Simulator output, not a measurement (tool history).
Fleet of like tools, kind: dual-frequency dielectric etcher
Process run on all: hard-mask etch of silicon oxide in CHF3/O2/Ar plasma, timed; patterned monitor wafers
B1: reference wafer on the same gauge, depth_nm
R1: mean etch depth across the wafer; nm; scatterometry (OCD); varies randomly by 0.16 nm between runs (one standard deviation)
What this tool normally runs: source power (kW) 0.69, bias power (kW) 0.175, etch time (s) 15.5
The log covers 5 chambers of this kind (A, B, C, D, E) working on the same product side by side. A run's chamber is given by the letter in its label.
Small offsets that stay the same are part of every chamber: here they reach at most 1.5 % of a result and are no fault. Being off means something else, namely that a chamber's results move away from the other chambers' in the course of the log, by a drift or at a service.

Run 1D, day 0.308: usual settings; B1 30.801. Result: R1 32.189 nm.
Run 2B, day 0.525: usual settings; B1 30.823. Result: R1 32.093 nm.
Run 3C, day 0.717: usual settings; B1 30.84. Result: R1 31.666 nm.
Run 4E, day 1.021: usual settings; B1 30.841. Result: R1 32.015 nm.
Run 5A, day 1.183: usual settings; B1 30.804. Result: R1 31.663 nm.
Run 6C, day 1.467: usual settings but bias power (kW) 0.199, etch time (s) 19; B1 30.794. Result: R1 40.476 nm.
Run 7A, day 1.612: usual settings but bias power (kW) 0.199, etch time (s) 19; B1 30.802. Result: R1 40.528 nm.
Run 8D, day 1.808: usual settings but bias power (kW) 0.199, etch time (s) 19; B1 30.79. Result: R1 41.294 nm.
Run 9B, day 2.029: usual settings but bias power (kW) 0.199, etch time (s) 19; B1 30.746. Result: R1 40.948 nm.
Run 10E, day 2.242: usual settings but bias power (kW) 0.199, etch time (s) 19; B1 30.804. Result: R1 40.866 nm.
Run 11B, day 2.467: usual settings; B1 30.806. Result: R1 32.194 nm.
Run 12D, day 2.692: usual settings; B1 30.782. Result: R1 32.061 nm.
At day 2.754: chamber C: wet clean of the chamber.
Run 13E, day 2.883: usual settings; B1 30.8. Result: R1 32.021 nm.
Run 14A, day 3.125: usual settings but etch time (s) 12; B1 30.833. Result: R1 24.75 nm.
Run 15C, day 3.446: usual settings but etch time (s) 12; B1 30.782. Result: R1 24.583 nm.
Run 16A, day 3.708: usual settings but etch time (s) 12; B1 30.78. Result: R1 24.617 nm.
Run 17E, day 3.992: usual settings but etch time (s) 12; B1 30.806. Result: R1 24.721 nm.
Run 18B, day 4.138: usual settings but etch time (s) 12; B1 30.82. Result: R1 24.716 nm.
Run 19C, day 4.433: usual settings; B1 30.812. Result: R1 31.706 nm.
Run 20D, day 4.712: usual settings; B1 30.811. Result: R1 32.008 nm.
Run 21E, day 4.967: usual settings; B1 30.808. Result: R1 31.921 nm.
Run 22B, day 5.192: usual settings; B1 30.83. Result: R1 32.267 nm.
Run 23D, day 5.367: usual settings; B1 30.78. Result: R1 32.115 nm.
Run 24C, day 5.612: usual settings; B1 30.793. Result: R1 31.708 nm.
Run 25A, day 5.871: usual settings; B1 30.824. Result: R1 31.732 nm.
Run 26C, day 6.029: usual settings; B1 30.795. Result: R1 31.563 nm.
Run 27A, day 6.338: usual settings; B1 30.761. Result: R1 31.852 nm.
Run 28B, day 6.55: usual settings; B1 30.835. Result: R1 31.816 nm.
Run 29D, day 6.879: usual settings; B1 30.829. Result: R1 31.939 nm.
Run 30E, day 7.079: usual settings; B1 30.8. Result: R1 31.714 nm.
Run 31A, day 7.262: usual settings; B1 30.799. Result: R1 31.814 nm.
Run 32E, day 7.558: usual settings; B1 30.82. Result: R1 31.897 nm.

Next, all 5 chambers run the settings below, one line each with question marks for the results. What does each chamber give?
Run 33A, day 7.796: usual settings but etch time (s) 17. Result: R1 ?.
Run 33B, day 7.796: usual settings but etch time (s) 17. Result: R1 ?.
Run 33C, day 7.796: usual settings but etch time (s) 17. Result: R1 ?.
Run 33D, day 7.796: usual settings but etch time (s) 17. Result: R1 ?.
Run 33E, day 7.796: usual settings but etch time (s) 17. Result: R1 ?.

run      R1
33A  34.912
33B    35.2
33C  34.804
33D  34.969
33E  35.337

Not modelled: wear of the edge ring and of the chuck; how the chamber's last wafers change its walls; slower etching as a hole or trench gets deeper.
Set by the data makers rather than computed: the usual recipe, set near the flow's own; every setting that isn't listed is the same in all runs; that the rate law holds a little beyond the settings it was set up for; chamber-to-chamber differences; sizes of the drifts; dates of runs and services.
